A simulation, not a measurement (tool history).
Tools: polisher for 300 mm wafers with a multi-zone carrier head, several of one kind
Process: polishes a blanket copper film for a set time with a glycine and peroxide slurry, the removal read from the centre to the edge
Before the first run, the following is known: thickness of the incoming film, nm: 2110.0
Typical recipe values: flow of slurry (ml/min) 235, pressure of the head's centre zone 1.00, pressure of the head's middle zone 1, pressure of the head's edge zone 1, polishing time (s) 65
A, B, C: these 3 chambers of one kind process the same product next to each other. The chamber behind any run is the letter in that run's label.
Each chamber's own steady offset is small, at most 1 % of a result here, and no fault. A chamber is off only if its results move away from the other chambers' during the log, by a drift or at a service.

run   hour  flow of slurry (ml/min)  pressure of the head's centre zone  pressure of the head's middle zone  pressure of the head's edge zone  polishing time (s)  wafers polished on this pad  hours since the slurry nozzle was cleaned  hours since the centre zone pressure was calibrated  hours since the edge zone pressure was calibrated  film removed at the wafer's centre (angstrom)  film removed at mid-radius (angstrom)  film removed at the wafer's edge (angstrom)
 1B    3.5                      235                                1.00                                   1                                 1                  65                          141                                       82.4                                                156.1                                               63.6                                         3220.8                                 3289.0                                       3227.3
 2A    6.2                      235                                1.00                                   1                                 1                  65                          322                                      134.8                                                312.3                                              487.9                                         3259.7                                 3282.3                                       3311.9
 3C   11.3                      235                                1.00                                   1                                 1                  65                          624                                      576.8                                                891.0                                             1132.8                                         3321.9                                 3327.5                                       3279.4
 4B   14.7                      235                                1.00                                   1                                 1                  65                          243                                       93.6                                                167.3                                               74.8                                         3285.9                                 3287.7                                       3247.2
      15.7  -- chamber A: edge zone pressure recalibrated
      17.9  -- chamber C: slurry nozzle cleaned
 5A   19.7                      235                                1.00                                   1                                 1                  65                          445                                      148.3                                                325.8                                                4.1                                         3213.8                                 3288.8                                       3323.8
 6C   24.9                      235                                1.00                                   1                                 1                  65                          747                                        7.0                                                904.6                                             1146.4                                         3215.0                                 3349.5                                       3276.3
 7C   29.9                      235                                1.00                                   1                                 1                  65                          793                                       12.0                                                909.6                                             1151.4                                         3249.8                                 3287.2                                       3318.6
 8B   35.4                      235                                1.00                                   1                                 1                  65                          431                                      114.3                                                188.0                                               95.5                                         3267.7                                 3320.1                                       3224.1
 9A   38.3                      235                                1.00                                   1                                 1                  65                          614                                      166.9                                                344.4                                               22.7                                         3290.8                                 3277.6                                       3253.9
10C   43.6                      235                                1.00                                   1                                 1                  65                          917                                       25.7                                                923.3                                             1165.1                                         3219.9                                 3262.3                                       3245.6
11B   46.5                      235                                1.00                                   1                                 1                  65                          531                                      125.4                                                199.1                                              106.6                                         3285.7                                 3354.3                                       3227.8
12A   49.3                      175                                1.00                                   1                                 1                  65                          714                                      177.9                                                355.4                                               33.7                                         3059.2                                 3141.0                                       3149.4
13A   54.6                      175                                1.00                                   1                                 1                  65                          762                                      183.2                                                360.7                                               39.0                                         3067.9                                 3148.2                                       3156.3
14C   59.0                      175                                1.00                                   1                                 1                  65                         1057                                       41.1                                                938.7                                             1180.5                                         3083.0                                 3168.3                                       3110.2
      61.1  -- chamber A: worn pad replaced by a new one
15B   62.5                      235                                1.00                                   1                                 1                  65                          677                                      141.4                                                215.1                                              122.6                                         3342.4                                 3291.0                                       3197.5
      63.2  -- chamber C: worn pad replaced by a new one
16B   66.3                      235                                1.00                                   1                                 1                  65                          711                                      145.2                                                218.9                                              126.4                                         3425.2                                 3309.6                                       3274.6
17C   70.0                      235                                1.00                                   1                                 1                  65                           61                                       52.1                                                949.7                                             1191.5                                         3287.2                                 3291.6                                       3239.6
18A   75.5                      235                                1.00                                   1                                 1                  65                          131                                      204.1                                                381.6                                               59.9                                         3226.5                                 3336.1                                       3248.0
19A   80.0                      235                                1.00                                   1                                 1                  65                          172                                      208.6                                                386.1                                               64.4                                         3253.8                                 3282.7                                       3282.5
20C   83.5                      235                                1.00                                   1                                 1                  65                          184                                       65.6                                                963.2                                             1205.0                                         3280.1                                 3324.9                                       3220.2
21B   88.9                      235                                1.00                                   1                                 1                  65                          917                                      167.8                                                241.5                                              149.0                                         3484.0                                 3326.3                                       3265.0
22A   93.9                      235                                0.94                                   1                                 1                  65                          298                                      222.5                                                400.0                                               78.3                                         3024.5                                 3288.2                                       3255.5
23B   96.8                      235                                0.94                                   1                                 1                  65                          988                                      175.7                                                249.4                                              156.9                                         3224.1                                 3323.3                                       3249.0
24C  100.5                      235                                0.94                                   1                                 1                  65                          338                                       82.6                                                980.2                                             1222.0                                         2998.4                                 3291.0                                       3261.1
25C  106.5                      235                                1.00                                   1                                 1                  65                          393                                       88.6                                                986.2                                             1228.0                                         3246.3                                 3244.3                                       3261.6
26B  111.2                      235                                1.00                                   1                                 1                  75                         1119                                      190.1                                                263.8                                              171.3                                         4103.4                                 3815.3                                       3804.9
27A  116.2                      235                                1.00                                   1                                 1                  75                          501                                      244.8                                                422.3                                              100.6                                         3797.1                                 3715.3                                       3777.4
28C  120.2                      235                                1.00                                   1                                 1                  75                          517                                      102.3                                                999.9                                             1241.7                                         3751.5                                 3794.7                                       3791.5
     121.2  -- chamber B: worn pad replaced by a new one
29A  124.3                      235                                1.00                                   1                                 1                  65                          574                                      252.9                                                430.4                                              108.7                                         3165.9                                 3344.5                                       3219.9
30B  127.6                      235                                1.00                                   1                                 1                  65                           58                                      206.5                                                280.2                                              187.7                                         3608.9                                 3303.2                                       3246.6
31A  133.2                      235                                1.00                                   1                                 1                  65                          655                                      261.8                                                439.3                                              117.6                                         3197.3                                 3282.8                                       3248.9

Predict what each chamber gives when all 3 of them run the settings below next.
32A  137.5                      235                                1.04                                   1                                 1                  65                                                                                                                                                                                                                              ?                                      ?                                            ?
32B  137.5                      235                                1.04                                   1                                 1                  65                                                                                                                                                                                                                              ?                                      ?                                            ?
32C  137.5                      235                                1.04                                   1                                 1                  65                                                                                                                                                                                                                              ?                                      ?                                            ?

run  film removed at the wafer's centre (angstrom)  film removed at mid-radius (angstrom)  film removed at the wafer's edge (angstrom)
32A                                         3345.2                                 3284.4                                       3267.3
32B                                         3850.7                                 3295.6                                       3207.6
32C                                         3367.5                                 3300.2                                       3248.0
